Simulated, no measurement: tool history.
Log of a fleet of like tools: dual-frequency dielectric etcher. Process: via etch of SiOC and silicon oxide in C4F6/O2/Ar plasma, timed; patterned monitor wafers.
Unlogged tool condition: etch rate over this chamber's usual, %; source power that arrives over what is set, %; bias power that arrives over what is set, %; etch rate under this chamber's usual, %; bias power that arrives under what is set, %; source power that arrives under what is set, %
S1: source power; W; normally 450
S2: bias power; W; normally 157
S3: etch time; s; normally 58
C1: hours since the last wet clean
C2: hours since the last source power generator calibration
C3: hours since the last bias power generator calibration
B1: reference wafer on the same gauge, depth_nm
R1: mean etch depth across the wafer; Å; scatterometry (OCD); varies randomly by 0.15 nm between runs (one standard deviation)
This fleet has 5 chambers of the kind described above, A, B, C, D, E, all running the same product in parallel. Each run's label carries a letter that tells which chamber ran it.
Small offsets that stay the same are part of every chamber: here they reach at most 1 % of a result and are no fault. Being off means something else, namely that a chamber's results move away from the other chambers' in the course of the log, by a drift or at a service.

run	hour	S1	S2	S3	C1	C2	C3	B1	R1
1E	8.2	450	157	58	120.4	1059.4	1447.7	59.677	657.27
2D	16.4	450	157	58	409.4	2831.6	372	59.705	663.84
3B	20.2	450	157	58	184.6	1040.6	2557.9	59.677	655.83
4C	27.5	450	157	58	69.4	1794.9	572.6	59.735	660.73
5A	31.5	450	157	58	498.7	441.2	911.5	59.718	655.5
# hour 35.4: chamber D: wet clean of the chamber
6C	38.1	450	157	58	80	1805.5	583.2	59.682	661.34
7D	47	360	157	58	11.7	2862.2	402.6	59.677	606.41
8E	51.1	360	157	58	163.3	1102.3	1490.6	59.693	603.49
9B	58.8	360	157	58	223.2	1079.2	2596.5	59.675	603.54
10A	66.8	360	157	58	534	476.5	946.8	59.669	600.34
11C	71.7	360	157	58	113.6	1839.1	616.8	59.703	603.42
12B	77	450	157	58	241.4	1097.4	2614.7	59.725	654.76
13E	81.9	490	183	58	194.1	1133.1	1521.4	59.704	716.1
14D	86.3	490	183	58	51	2901.5	441.9	59.737	716.91
15A	91.1	490	183	58	558.3	500.8	971.1	59.699	709.96
16E	99.1	490	183	58	211.3	1150.3	1538.6	59.688	715.65
17C	104	490	183	58	145.9	1871.4	649.1	59.712	712.14
18D	108	450	157	58	72.7	2923.2	463.6	59.678	663.97
19A	115.6	450	157	58	582.8	525.3	995.6	59.694	655.7
20B	122.4	450	157	58	286.8	1142.8	2660.1	59.679	651.64
21D	128	450	157	58	92.7	2943.2	483.6	59.694	664.42
22B	132.3	450	157	58	296.7	1152.7	2670	59.679	650.77
23E	136.9	450	157	58	249.1	1188.1	1576.4	59.711	659.32
24A	144.2	450	157	58	611.4	553.9	1024.2	59.708	657.57
25C	153	450	190	64.5	194.9	1920.4	698.1	59.703	782.45
26D	160	450	190	64.5	124.7	2975.2	515.6	59.702	781.38
27B	166	450	190	64.5	330.4	1186.4	2703.7	59.681	765.64
28A	173.3	450	190	64.5	640.5	583	1053.3	59.71	772.04
29C	180	450	190	64.5	221.9	1947.4	725.1	59.713	776.49
30E	187.3	450	157	58	299.5	1238.5	1626.8	59.701	659.33
# hour 188.6: chamber A: wet clean of the chamber
31B	193.2	450	157	58	357.6	1213.6	2730.9	59.699	646.55
32A	201.7	450	157	58	13.1	611.4	1081.7	59.707	654.77
33E	210.3	450	157	58	322.5	1261.5	1649.8	59.715	661.08
34D	217	450	157	58	181.7	3032.2	572.6	59.728	663.2
35C	225.1	450	157	58	267	1992.5	770.2	59.687	660.82
36D	230.1	510	157	70.5	194.8	3045.3	585.7	59.675	844.61
37A	235.1	510	157	70.5	46.5	644.8	1115.1	59.692	837.69
38E	240.8	510	157	70.5	353	1292	1680.3	59.722	840.95
39C	247.7	510	157	70.5	289.6	2015.1	792.8	59.693	843.58
40B	256.4	510	157	70.5	420.8	1276.8	2794.1	59.709	815.74
41A	262.5	450	157	72.5	73.9	672.2	1142.5	59.669	822.58
42D	267.3	450	157	72.5	232	3082.5	622.9	59.697	830.22
43B	274.1	450	157	72.5	438.5	1294.5	2811.8	59.702	797.69

Is one chamber off against the others, does the gauge drift, or is nothing wrong? If a chamber is off, say which, and what the likeliest cause is.

One chamber, B, drifts off from the rest bit by bit.
What lies behind it: etch rate under this chamber's usual, % = 3.15.

Here are 4 candidates for chamber B's next run, each the usual settings with a change, their results left as question marks. Which one brings its results back in line with what the others give on the usual settings?
In line here means within this much of the mean the other chambers give on the usual settings: R1 5.4 Å
44B-1	280.4	450	157	59					?
44B-2	280.4	450	157	57					?
44B-3	280.4	450	175	58					?
44B-4	280.4	450	156	56					?

Other chambers, usual settings, mean: R1 659.12 Å
run	R1
44B-1	646.56
44B-2	624.64
44B-3	657.9
44B-4	612.45
44B-3 is the one that brings the chamber's results back in line with the other chambers.
